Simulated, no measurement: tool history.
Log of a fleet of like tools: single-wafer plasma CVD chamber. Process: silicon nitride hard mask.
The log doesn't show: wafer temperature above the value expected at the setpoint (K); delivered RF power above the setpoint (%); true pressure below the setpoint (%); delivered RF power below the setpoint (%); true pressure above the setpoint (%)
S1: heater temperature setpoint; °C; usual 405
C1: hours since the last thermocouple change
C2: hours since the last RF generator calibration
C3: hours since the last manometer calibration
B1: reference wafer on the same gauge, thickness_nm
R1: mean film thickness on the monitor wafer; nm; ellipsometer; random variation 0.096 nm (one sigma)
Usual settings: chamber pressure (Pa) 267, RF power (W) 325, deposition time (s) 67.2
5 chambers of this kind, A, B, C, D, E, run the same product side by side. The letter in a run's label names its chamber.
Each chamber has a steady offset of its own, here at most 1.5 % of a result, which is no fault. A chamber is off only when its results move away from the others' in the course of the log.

Run 1E, hour 3.8: usual settings; C1 1452.1; C2 933.7; C3 444.8; B1 97.181. Result: R1 86.266 nm.
Run 2C, hour 9.2: usual settings; C1 1034.0; C2 586.0; C3 927.7; B1 97.175. Result: R1 87.503 nm.
Run 3B, hour 16.2: usual settings; C1 1785.0; C2 709.5; C3 1065.1; B1 97.137. Result: R1 86.116 nm.
Run 4A, hour 22.3: usual settings; C1 403.2; C2 583.7; C3 776.9; B1 97.150. Result: R1 86.286 nm.
Run 5D, hour 26.9: usual settings; C1 774.8; C2 840.3; C3 139.8; B1 97.120. Result: R1 86.588 nm.
Run 6D, hour 33.5: usual settings; C1 781.4; C2 846.9; C3 146.4; B1 97.108. Result: R1 86.503 nm.
Run 7C, hour 40.2: usual settings; C1 1065.0; C2 617.0; C3 958.7; B1 97.133. Result: R1 87.560 nm.
Run 8A, hour 46.2: usual settings; C1 427.1; C2 607.6; C3 800.8; B1 97.098. Result: R1 86.295 nm.
Run 9B, hour 49.7: usual settings; C1 1818.5; C2 743.0; C3 1098.6; B1 97.046. Result: R1 85.939 nm.
Run 10E, hour 56.2: usual settings; C1 1504.5; C2 986.1; C3 497.2; B1 97.078. Result: R1 86.169 nm.
Run 11B, hour 62.8: usual settings; C1 1831.6; C2 756.1; C3 1111.7; B1 97.041. Result: R1 85.868 nm.
Run 12C, hour 67.8: usual settings; C1 1092.6; C2 644.6; C3 986.3; B1 97.026. Result: R1 87.344 nm.
Run 13D, hour 72.8: usual settings; C1 820.7; C2 886.2; C3 185.7; B1 97.020. Result: R1 86.501 nm.
Run 14A, hour 78.1: usual settings; C1 459.0; C2 639.5; C3 832.7; B1 97.007. Result: R1 86.293 nm.
Run 15E, hour 85.0: usual settings but chamber pressure (Pa) 332, deposition time (s) 61.1; C1 1533.3; C2 1014.9; C3 526.0; B1 96.945. Result: R1 82.825 nm.
Run 16D, hour 89.1: usual settings but chamber pressure (Pa) 332, deposition time (s) 61.1; C1 837.0; C2 902.5; C3 202.0; B1 96.966. Result: R1 83.199 nm.
Run 17C, hour 94.3: usual settings but chamber pressure (Pa) 332, deposition time (s) 61.1; C1 1119.1; C2 671.1; C3 1012.8; B1 96.974. Result: R1 83.900 nm.
Run 18A, hour 101.3: usual settings but chamber pressure (Pa) 332, deposition time (s) 61.1; C1 482.2; C2 662.7; C3 855.9; B1 96.949. Result: R1 82.940 nm.
Run 19B, hour 108.7: usual settings but chamber pressure (Pa) 332, deposition time (s) 61.1; C1 1877.5; C2 802.0; C3 1157.6; B1 96.921. Result: R1 82.480 nm.
Run 20E, hour 115.4: usual settings but S1 410 °C, RF power (W) 355; C1 1563.7; C2 1045.3; C3 556.4; B1 96.877. Result: R1 90.875 nm.
Run 21C, hour 121.5: usual settings but S1 410 °C, RF power (W) 355; C1 1146.3; C2 698.3; C3 1040.0; B1 96.882. Result: R1 91.976 nm.
Run 22D, hour 128.4: usual settings but S1 410 °C, RF power (W) 355; C1 876.3; C2 941.8; C3 241.3; B1 96.859. Result: R1 91.250 nm.
Run 23A, hour 133.3: usual settings but S1 410 °C, RF power (W) 355; C1 514.2; C2 694.7; C3 887.9; B1 96.879. Result: R1 90.934 nm.
Run 24E, hour 137.3: usual settings but S1 410 °C, RF power (W) 355; C1 1585.6; C2 1067.2; C3 578.3; B1 96.870. Result: R1 90.633 nm.
Run 25B, hour 142.8: usual settings; C1 1911.6; C2 836.1; C3 1191.7; B1 96.847. Result: R1 85.677 nm.
Run 26D, hour 150.2: usual settings; C1 898.1; C2 963.6; C3 263.1; B1 96.807. Result: R1 86.519 nm.
At hour 155.0: chamber E: RF generator calibrated.
At hour 157.4: chamber C: thermocouple changed; heater temperature recalibrated.
Run 27A, hour 157.4: usual settings; C1 538.3; C2 718.8; C3 912.0; B1 96.807. Result: R1 86.085 nm.
Run 28B, hour 164.4: usual settings; C1 1933.2; C2 857.7; C3 1213.3; B1 96.773. Result: R1 85.595 nm.
Run 29C, hour 169.4: usual settings but S1 395 °C, RF power (W) 355; C1 12.1; C2 746.2; C3 1087.9; B1 96.775. Result: R1 92.568 nm.
Run 30E, hour 173.0: usual settings but S1 395 °C, RF power (W) 355; C1 1621.3; C2 18.0; C3 614.0; B1 96.753. Result: R1 91.367 nm.

Is one chamber off against the others, does the gauge drift, or is nothing wrong? If a chamber is off, say which, and what the likeliest cause is.

The gauge drifts, so all chambers seem to drift together. No chamber is off.
Cause: gauge reads low (%) = 0.46.
